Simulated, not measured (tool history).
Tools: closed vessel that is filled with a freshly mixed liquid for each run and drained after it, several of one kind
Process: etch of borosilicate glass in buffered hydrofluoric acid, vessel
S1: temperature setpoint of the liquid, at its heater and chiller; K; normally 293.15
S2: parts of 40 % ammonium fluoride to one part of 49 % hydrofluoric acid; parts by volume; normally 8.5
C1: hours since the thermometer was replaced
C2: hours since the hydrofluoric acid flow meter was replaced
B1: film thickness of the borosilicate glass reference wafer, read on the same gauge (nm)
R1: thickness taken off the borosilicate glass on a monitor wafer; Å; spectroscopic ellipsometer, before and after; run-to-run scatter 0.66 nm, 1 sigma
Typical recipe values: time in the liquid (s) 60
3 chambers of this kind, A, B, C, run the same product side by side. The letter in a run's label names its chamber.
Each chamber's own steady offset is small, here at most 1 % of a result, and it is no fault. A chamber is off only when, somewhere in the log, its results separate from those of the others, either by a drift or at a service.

{"run": "1B", "hour": 9.0, "S1": 293.15, "S2": 8.5, "time in the liquid (s)": 60, "C1": 201.2, "C2": 446.6, "B1": 30.012, "R1": 682.2}
{"run": "2A", "hour": 17.9, "S1": 293.15, "S2": 8.5, "time in the liquid (s)": 60, "C1": 731.9, "C2": 1722.6, "B1": 29.984, "R1": 685.06}
{"run": "3C", "hour": 28.3, "S1": 293.15, "S2": 8.5, "time in the liquid (s)": 60, "C1": 320.2, "C2": 614.3, "B1": 29.992, "R1": 680.46}
{"run": "4C", "hour": 35.8, "S1": 293.15, "S2": 8.5, "time in the liquid (s)": 60, "C1": 327.7, "C2": 621.8, "B1": 30.029, "R1": 690.01}
{"run": "5A", "hour": 41.8, "S1": 293.15, "S2": 8.5, "time in the liquid (s)": 60, "C1": 755.8, "C2": 1746.5, "B1": 29.977, "R1": 680.31}
{"run": "6B", "hour": 52.6, "S1": 290.15, "S2": 8.5, "time in the liquid (s)": 60, "C1": 244.8, "C2": 490.2, "B1": 30.01, "R1": 573.15}
{"run": "7C", "hour": 64.3, "S1": 290.15, "S2": 8.5, "time in the liquid (s)": 60, "C1": 356.2, "C2": 650.3, "B1": 29.996, "R1": 576.91}
{"run": "8B", "hour": 72.1, "S1": 290.15, "S2": 8.5, "time in the liquid (s)": 60, "C1": 264.3, "C2": 509.7, "B1": 30.015, "R1": 586.45}
{"run": "9A", "hour": 81.6, "S1": 293.15, "S2": 8.5, "time in the liquid (s)": 60, "C1": 795.6, "C2": 1786.3, "B1": 29.953, "R1": 684.24}
{"run": "10C", "hour": 94.7, "S1": 293.15, "S2": 8.5, "time in the liquid (s)": 60, "C1": 386.6, "C2": 680.7, "B1": 29.983, "R1": 680.79}
{"run": "11B", "hour": 106.1, "S1": 293.15, "S2": 8.5, "time in the liquid (s)": 60, "C1": 298.3, "C2": 543.7, "B1": 29.981, "R1": 690.39}
{"run": "12A", "hour": 119.5, "S1": 293.15, "S2": 8.5, "time in the liquid (s)": 60, "C1": 833.5, "C2": 1824.2, "B1": 30.036, "R1": 694.47}
{"run": "13B", "hour": 126.4, "S1": 293.15, "S2": 8.5, "time in the liquid (s)": 45, "C1": 318.6, "C2": 564.0, "B1": 29.973, "R1": 532.35}
{"run": "14A", "hour": 139.2, "S1": 293.15, "S2": 8.5, "time in the liquid (s)": 45, "C1": 853.2, "C2": 1843.9, "B1": 30.006, "R1": 505.07}
{"run": "15C", "hour": 147.7, "S1": 293.15, "S2": 8.5, "time in the liquid (s)": 45, "C1": 439.6, "C2": 733.7, "B1": 30.009, "R1": 524.92}
{"run": "16C", "hour": 161.3, "S1": 293.15, "S2": 8.5, "time in the liquid (s)": 60, "C1": 453.2, "C2": 747.3, "B1": 29.997, "R1": 685.66}
{"run": "17B", "hour": 169.0, "S1": 293.15, "S2": 8.5, "time in the liquid (s)": 60, "C1": 361.2, "C2": 606.6, "B1": 30.006, "R1": 709.1}
{"run": "18A", "hour": 178.6, "S1": 293.15, "S2": 8.5, "time in the liquid (s)": 60, "C1": 892.6, "C2": 1883.3, "B1": 30.003, "R1": 679.67}
{"run": "19B", "hour": 190.0, "S1": 293.15, "S2": 8.5, "time in the liquid (s)": 60, "C1": 382.2, "C2": 627.6, "B1": 29.989, "R1": 730.51}
{"run": "20C", "hour": 202.1, "S1": 293.15, "S2": 8.5, "time in the liquid (s)": 60, "C1": 494.0, "C2": 788.1, "B1": 30.001, "R1": 683.34}
{"run": "21A", "hour": 215.0, "S1": 293.15, "S2": 8.5, "time in the liquid (s)": 60, "C1": 929.0, "C2": 1919.7, "B1": 30.008, "R1": 686.4}
{"run": "22B", "hour": 225.0, "S1": 293.15, "S2": 8.5, "time in the liquid (s)": 60, "C1": 417.2, "C2": 662.6, "B1": 29.968, "R1": 725.55}
{"run": "23C", "hour": 233.8, "S1": 297.65, "S2": 8.5, "time in the liquid (s)": 75, "C1": 525.7, "C2": 819.8, "B1": 29.986, "R1": 1101.3}
{"run": "24A", "hour": 244.4, "S1": 297.65, "S2": 8.5, "time in the liquid (s)": 75, "C1": 958.4, "C2": 1949.1, "B1": 29.964, "R1": 1077.7}

Which is it: a chamber that has drifted or been left off by a service, a gauge drift common to all chambers, or only each chamber's usual small offset? If a chamber is off, name it and its likeliest cause.

Little by little, chamber B moves away from the other chambers.
Cause: liquid hotter than its thermometer reads (K) = 1.64.
Not necessarily distinguishable in this log from: hydrofluoric acid flow above the setpoint (%).

Chamber B could run next with any of the 4 candidate recipes listed below; each alters the usual settings, and their results appear as question marks. Which one brings its results back in line with what the other chambers deliver on the usual settings?
Maximum distance from the other chambers' mean on the usual settings for a result to count as in line: R1 23.00 Å
{"run": "25B-1", "hour": 254.1, "S1": 293.15, "S2": 8.5, "time in the liquid (s)": 65, "R1": "?"}
{"run": "25B-2", "hour": 254.1, "S1": 292.65, "S2": 9.0, "time in the liquid (s)": 60, "R1": "?"}
{"run": "25B-3", "hour": 254.1, "S1": 293.65, "S2": 8.5, "time in the liquid (s)": 60, "R1": "?"}
{"run": "25B-4", "hour": 254.1, "S1": 292.65, "S2": 8.5, "time in the liquid (s)": 60, "R1": "?"}

Average result of the remaining chambers running the usual settings: R1 684.37 Å
run=25B-1 R1=801.97
run=25B-2 R1=676.02
run=25B-3 R1=760.55
run=25B-4 R1=720.10
With 25B-2, the chamber falls back in line with the rest.
